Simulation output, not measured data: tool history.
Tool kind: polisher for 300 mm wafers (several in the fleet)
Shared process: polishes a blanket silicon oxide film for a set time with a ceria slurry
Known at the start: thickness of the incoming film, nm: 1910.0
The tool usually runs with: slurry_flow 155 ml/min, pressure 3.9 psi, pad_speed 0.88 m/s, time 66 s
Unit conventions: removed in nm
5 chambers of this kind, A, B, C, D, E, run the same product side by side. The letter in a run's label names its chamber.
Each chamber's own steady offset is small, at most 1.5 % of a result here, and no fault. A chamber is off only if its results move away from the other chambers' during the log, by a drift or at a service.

| run | hour | slurry_flow | pressure | pad_speed | time | wafers polished on this pad | hours since the slurry nozzle was cleaned | hours since the head pressure was calibrated | removed |
|---|---|---|---|---|---|---|---|---|---|
| 1C | 5 | 155 | 3.9 | 0.88 | 66 | 725 | 39.9 | 287.5 | 330.71 |
| 2A | 12.5 | 155 | 3.9 | 0.88 | 66 | 565 | 119.5 | 1264.1 | 338.1 |
|  | 14.1 | chamber D: worn pad replaced by a new one |
|  | 16.7 | chamber A: worn pad replaced by a new one |
| 3D | 17.6 | 155 | 3.9 | 0.88 | 66 | 49 | 250.4 | 130.6 | 328.61 |
|  | 19.1 | chamber C: worn pad replaced by a new one |
| 4B | 23.5 | 155 | 3.9 | 0.88 | 66 | 388 | 78.8 | 646 | 337.77 |
| 5E | 31.2 | 155 | 3.3 | 0.78 | 66 | 910 | 249.1 | 873.2 | 251.34 |
| 6D | 40.2 | 155 | 3.3 | 0.78 | 66 | 365 | 273 | 153.2 | 249.08 |
| 7A | 45.4 | 155 | 3.3 | 0.78 | 66 | 401 | 152.4 | 1297 | 256.97 |
|  | 51.9 | chamber A: worn pad replaced by a new one |
| 8C | 52.4 | 155 | 3.3 | 0.78 | 66 | 466 | 87.3 | 334.9 | 243.33 |
| 9E | 58.9 | 155 | 3.3 | 0.78 | 66 | 1297 | 276.8 | 900.9 | 250.99 |
|  | 60.7 | chamber E: worn pad replaced by a new one |
| 10B | 64.6 | 155 | 3.9 | 0.88 | 66 | 962 | 119.9 | 687.1 | 329.33 |
|  | 67.3 | chamber B: worn pad replaced by a new one |
| 11D | 69 | 155 | 3.9 | 0.88 | 66 | 767 | 301.8 | 182 | 330.79 |
|  | 76.1 | chamber E: slurry nozzle cleaned |
| 12A | 76.8 | 155 | 3.9 | 0.88 | 66 | 349 | 183.8 | 1328.4 | 339.43 |
| 13E | 81.8 | 155 | 3.9 | 0.88 | 66 | 295 | 5.8 | 923.8 | 330.67 |
|  | 81.9 | chamber C: worn pad replaced by a new one |
|  | 85.8 | chamber A: worn pad replaced by a new one |
|  | 86.3 | chamber D: worn pad replaced by a new one |
| 14C | 87.3 | 155 | 3.9 | 0.88 | 66 | 76 | 122.2 | 369.8 | 330.06 |
| 15B | 92.4 | 155 | 3.9 | 0.7 | 82 | 351 | 147.7 | 714.9 | 330.44 |
| 16C | 96.4 | 155 | 3.9 | 0.7 | 82 | 203 | 131.3 | 378.9 | 332.44 |
| 17D | 104.1 | 155 | 3.9 | 0.7 | 82 | 249 | 336.9 | 217.1 | 338.62 |
|  | 105.2 | chamber B: head pressure recalibrated |
| 18B | 109.5 | 155 | 3.9 | 0.7 | 82 | 590 | 164.8 | 4.3 | 291.96 |
| 19A | 116.1 | 155 | 3.9 | 0.7 | 82 | 424 | 223.1 | 1367.7 | 337.83 |
| 20E | 120.5 | 155 | 3.9 | 0.88 | 66 | 836 | 44.5 | 962.5 | 331.85 |
|  | 127.1 | chamber A: worn pad replaced by a new one |
| 21E | 128.3 | 155 | 3.9 | 0.88 | 66 | 945 | 52.3 | 970.3 | 333.71 |
|  | 131 | chamber B: worn pad replaced by a new one |
| 22D | 132.3 | 155 | 3.9 | 0.88 | 66 | 643 | 365.1 | 245.3 | 338.29 |
| 23C | 136.3 | 155 | 3.9 | 0.88 | 66 | 761 | 171.2 | 418.8 | 331.54 |
| 24B | 144.8 | 155 | 3.9 | 0.88 | 66 | 193 | 200.1 | 39.6 | 295.89 |
|  | 147.5 | chamber C: worn pad replaced by a new one |
| 25A | 150.3 | 155 | 3.9 | 0.88 | 66 | 324 | 257.3 | 1401.9 | 338.09 |
| 26B | 155 | 155 | 3.9 | 0.88 | 66 | 336 | 210.3 | 49.8 | 296.45 |
|  | 155.8 | chamber E: worn pad replaced by a new one |
| 27E | 159.5 | 210 | 3.9 | 0.88 | 66 | 52 | 83.5 | 1001.5 | 349.11 |
| 28A | 165.2 | 210 | 3.9 | 0.88 | 66 | 533 | 272.2 | 1416.8 | 351.88 |
|  | 165.5 | chamber D: worn pad replaced by a new one |
| 29C | 172.3 | 210 | 3.9 | 0.88 | 66 | 347 | 207.2 | 454.8 | 342.14 |
| 30D | 177.1 | 210 | 3.9 | 0.88 | 66 | 163 | 409.9 | 290.1 | 356.93 |
| 31D | 185.7 | 210 | 3.9 | 0.88 | 66 | 283 | 418.5 | 298.7 | 346.52 |
| 32B | 191.9 | 155 | 3.9 | 0.98 | 66 | 852 | 247.2 | 86.7 | 326.87 |
| 33E | 199 | 155 | 3.9 | 0.98 | 66 | 604 | 123 | 1041 | 378.46 |

All 5 chambers run these settings next. Forecast each chamber's results:
| 34A | 205.5 | 155 | 3.9 | 0.88 | 78 |  |  |  | ? |
| 34B | 205.5 | 155 | 3.9 | 0.88 | 78 |  |  |  | ? |
| 34C | 205.5 | 155 | 3.9 | 0.88 | 78 |  |  |  | ? |
| 34D | 205.5 | 155 | 3.9 | 0.88 | 78 |  |  |  | ? |
| 34E | 205.5 | 155 | 3.9 | 0.88 | 78 |  |  |  | ? |

| run | removed |
|---|---|
| 34A | 398.42 |
| 34B | 346.8 |
| 34C | 393.91 |
| 34D | 395.55 |
| 34E | 395.02 |
